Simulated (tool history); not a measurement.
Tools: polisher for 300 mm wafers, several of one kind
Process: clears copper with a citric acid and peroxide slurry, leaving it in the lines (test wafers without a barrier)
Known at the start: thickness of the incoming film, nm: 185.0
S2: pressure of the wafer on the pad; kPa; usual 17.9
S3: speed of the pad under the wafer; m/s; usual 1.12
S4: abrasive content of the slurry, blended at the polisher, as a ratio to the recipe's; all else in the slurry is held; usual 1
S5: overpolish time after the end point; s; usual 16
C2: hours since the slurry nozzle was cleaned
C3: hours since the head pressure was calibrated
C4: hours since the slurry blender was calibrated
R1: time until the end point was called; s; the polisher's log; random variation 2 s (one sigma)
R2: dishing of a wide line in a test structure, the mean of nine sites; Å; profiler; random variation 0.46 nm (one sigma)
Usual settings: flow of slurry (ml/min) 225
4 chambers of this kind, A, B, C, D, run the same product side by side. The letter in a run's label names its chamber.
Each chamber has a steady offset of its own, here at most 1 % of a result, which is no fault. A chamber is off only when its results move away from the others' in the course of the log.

run 1D day=0.183 | flow_of_slurry_(ml/min)=225 S2=17.9 S3=1.12 S4=1 S5=16 | wafers_polished_on_this_pad=611 C2=57.6 C3=756.4 C4=382.9 | R1=104.09 R2=205.87
-- day=0.212 chamber D: worn pad replaced by a new one
run 2A day=0.375 | flow_of_slurry_(ml/min)=225 S2=17.9 S3=1.12 S4=1 S5=16 | wafers_polished_on_this_pad=388 C2=384.9 C3=748.5 C4=88.2 | R1=100.13 R2=212.94
run 3B day=0.6 | flow_of_slurry_(ml/min)=225 S2=17.9 S3=1.12 S4=1 S5=16 | wafers_polished_on_this_pad=914 C2=163.6 C3=418.5 C4=333.1 | R1=103.43 R2=205.37
run 4C day=0.808 | flow_of_slurry_(ml/min)=225 S2=17.9 S3=1.12 S4=1 S5=16 | wafers_polished_on_this_pad=670 C2=55.3 C3=700.4 C4=365.4 | R1=105.49 R2=217.76
run 5A day=1.096 | flow_of_slurry_(ml/min)=225 S2=17.9 S3=1.12 S4=1 S5=16 | wafers_polished_on_this_pad=541 C2=402.2 C3=765.8 C4=105.5 | R1=102.3 R2=218.71
run 6C day=1.279 | flow_of_slurry_(ml/min)=225 S2=17.9 S3=1.12 S4=1 S5=16 | wafers_polished_on_this_pad=770 C2=66.6 C3=711.7 C4=376.7 | R1=99.917 R2=213.78
run 7D day=1.446 | flow_of_slurry_(ml/min)=225 S2=21.4 S3=1.42 S4=1 S5=16 | wafers_polished_on_this_pad=263 C2=87.9 C3=786.7 C4=413.2 | R1=66.61 R2=316.75
run 8B day=1.738 | flow_of_slurry_(ml/min)=225 S2=21.4 S3=1.42 S4=1 S5=16 | wafers_polished_on_this_pad=1156 C2=190.9 C3=445.8 C4=360.4 | R1=68.66 R2=302.92
run 9B day=1.942 | flow_of_slurry_(ml/min)=225 S2=21.4 S3=1.42 S4=1 S5=16 | wafers_polished_on_this_pad=1200 C2=195.8 C3=450.7 C4=365.3 | R1=68.761 R2=303.77
run 10C day=2.092 | flow_of_slurry_(ml/min)=225 S2=21.4 S3=1.42 S4=1 S5=16 | wafers_polished_on_this_pad=943 C2=86.1 C3=731.2 C4=396.2 | R1=65.769 R2=302.73
-- day=2.229 chamber B: worn pad replaced by a new one
run 11A day=2.362 | flow_of_slurry_(ml/min)=225 S2=17.9 S3=1.12 S4=0.8 S5=16 | wafers_polished_on_this_pad=811 C2=432.6 C3=796.2 C4=135.9 | R1=106.88 R2=204.94
run 12D day=2.517 | flow_of_slurry_(ml/min)=225 S2=17.9 S3=1.12 S4=0.8 S5=16 | wafers_polished_on_this_pad=491 C2=113.6 C3=812.4 C4=438.9 | R1=105.34 R2=196.83
run 13C day=2.708 | flow_of_slurry_(ml/min)=225 S2=17.9 S3=1.12 S4=0.8 S5=16 | wafers_polished_on_this_pad=1074 C2=100.9 C3=746 C4=411 | R1=108.64 R2=205.54
-- day=2.729 chamber A: worn pad replaced by a new one
-- day=2.821 chamber A: slurry nozzle cleaned
-- day=2.829 chamber D: worn pad replaced by a new one
run 14B day=2.904 | flow_of_slurry_(ml/min)=225 S2=17.9 S3=1.12 S4=0.8 S5=16 | wafers_polished_on_this_pad=143 C2=218.9 C3=473.8 C4=388.4 | R1=112.31 R2=200.72
run 15D day=3.088 | flow_of_slurry_(ml/min)=225 S2=17.9 S3=1.12 S4=1 S5=16 | wafers_polished_on_this_pad=55 C2=127.3 C3=826.1 C4=452.6 | R1=99.404 R2=212.36
-- day=3.262 chamber B: slurry blender recalibrated
run 16A day=3.371 | flow_of_slurry_(ml/min)=225 S2=17.9 S3=1.12 S4=1 S5=16 | wafers_polished_on_this_pad=137 C2=13.2 C3=820.4 C4=160.1 | R1=100.03 R2=210.83
-- day=3.567 chamber C: slurry blender recalibrated
run 17D day=3.617 | flow_of_slurry_(ml/min)=225 S2=17.9 S3=1.12 S4=1 S5=16 | wafers_polished_on_this_pad=167 C2=140 C3=838.8 C4=465.3 | R1=100.21 R2=207.87
run 18C day=3.762 | flow_of_slurry_(ml/min)=225 S2=22.8 S3=1.12 S4=1 S5=16 | wafers_polished_on_this_pad=1299 C2=126.2 C3=771.3 C4=4.7 | R1=82.535 R2=260.05
-- day=3.796 chamber C: worn pad replaced by a new one
run 19B day=3.967 | flow_of_slurry_(ml/min)=225 S2=22.8 S3=1.12 S4=1 S5=16 | wafers_polished_on_this_pad=370 C2=244.4 C3=499.3 C4=16.9 | R1=84.455 R2=256.97
run 20A day=4.233 | flow_of_slurry_(ml/min)=225 S2=22.8 S3=1.12 S4=1 S5=16 | wafers_polished_on_this_pad=321 C2=33.9 C3=841.1 C4=180.8 | R1=80.47 R2=261.75
run 21C day=4.512 | flow_of_slurry_(ml/min)=225 S2=22.8 S3=1.12 S4=1 S5=16 | wafers_polished_on_this_pad=153 C2=144.2 C3=789.3 C4=22.7 | R1=77.662 R2=268.54
run 22A day=4.662 | flow_of_slurry_(ml/min)=225 S2=17.9 S3=1.12 S4=1 S5=16 | wafers_polished_on_this_pad=412 C2=44.2 C3=851.4 C4=191.1 | R1=101.72 R2=213.14
run 23B day=4.858 | flow_of_slurry_(ml/min)=170 S2=15.2 S3=1.12 S4=1 S5=16 | wafers_polished_on_this_pad=560 C2=265.8 C3=520.7 C4=38.3 | R1=133.31 R2=164.54
-- day=4.958 chamber A: head pressure recalibrated
run 24D day=5.133 | flow_of_slurry_(ml/min)=170 S2=15.2 S3=1.12 S4=1 S5=16 | wafers_polished_on_this_pad=490 C2=176.4 C3=875.2 C4=501.7 | R1=120.84 R2=169.28
run 25A day=5.367 | flow_of_slurry_(ml/min)=170 S2=15.2 S3=1.12 S4=1 S5=16 | wafers_polished_on_this_pad=562 C2=61.1 C3=9.9 C4=208 | R1=121.16 R2=177.47
-- day=5.371 chamber C: head pressure recalibrated
run 26C day=5.617 | flow_of_slurry_(ml/min)=170 S2=15.2 S3=1.12 S4=1 S5=16 | wafers_polished_on_this_pad=388 C2=170.7 C3=6 C4=49.2 | R1=127.18 R2=179.48
run 27B day=5.85 | flow_of_slurry_(ml/min)=225 S2=17.9 S3=1.12 S4=1 S5=16 | wafers_polished_on_this_pad=771 C2=289.6 C3=544.5 C4=62.1 | R1=115.7 R2=189.21
-- day=5.875 chamber D: worn pad replaced by a new one
run 28D day=6.117 | flow_of_slurry_(ml/min)=225 S2=17.9 S3=1.12 S4=1 S5=16 | wafers_polished_on_this_pad=52 C2=200 C3=898.8 C4=525.3 | R1=100.82 R2=218.49
-- day=6.196 chamber D: slurry blender recalibrated
run 29A day=6.371 | flow_of_slurry_(ml/min)=225 S2=17.9 S3=1.12 S4=1 S5=16 | wafers_polished_on_this_pad=776 C2=85.2 C3=34 C4=232.1 | R1=105.18 R2=216.81
run 30D day=6.558 | flow_of_slurry_(ml/min)=225 S2=17.9 S3=1.12 S4=1 S5=16 | wafers_polished_on_this_pad=146 C2=210.6 C3=909.4 C4=8.7 | R1=103.35 R2=209.29

What goes on in this fleet: one chamber off, a drifting gauge, or nothing beyond the chambers' own small offsets? Name the chamber and the cause, if any.

Chamber B drifts away from the others.
Cause: head's pressure below its setpoint, % = 12.4.

Here are 4 candidates for chamber B's next run, each the usual settings with a change, their results left as question marks. Which one brings its results back in line with what the others give on the usual settings?
In line means no further than this from the other chambers' mean on the usual settings: R1 6.9 s; R2 16 Å
run 31B-1 day=6.771 | flow_of_slurry_(ml/min)=230 S2=20.7 S3=1.28 S4=1 S5=16 | R1=? R2=?
run 31B-2 day=6.771 | flow_of_slurry_(ml/min)=225 S2=19.3 S3=1.2 S4=1 S5=16 | R1=? R2=?
run 31B-3 day=6.771 | flow_of_slurry_(ml/min)=225 S2=16.5 S3=1.04 S4=1 S5=16 | R1=? R2=?
run 31B-4 day=6.771 | flow_of_slurry_(ml/min)=220 S2=15.9 S3=0.98 S4=1 S5=16 | R1=? R2=?

The other chambers' mean on the usual settings: R1 101.01 s; R2 212.79 Å
run=31B-1 R1=88.706 R2=236.75
run=31B-2 R1=101.15 R2=209.9
run=31B-3 R1=134.44 R2=161.12
run=31B-4 R1=148.51 R2=146.79
31B-2 brings the chamber back in line.
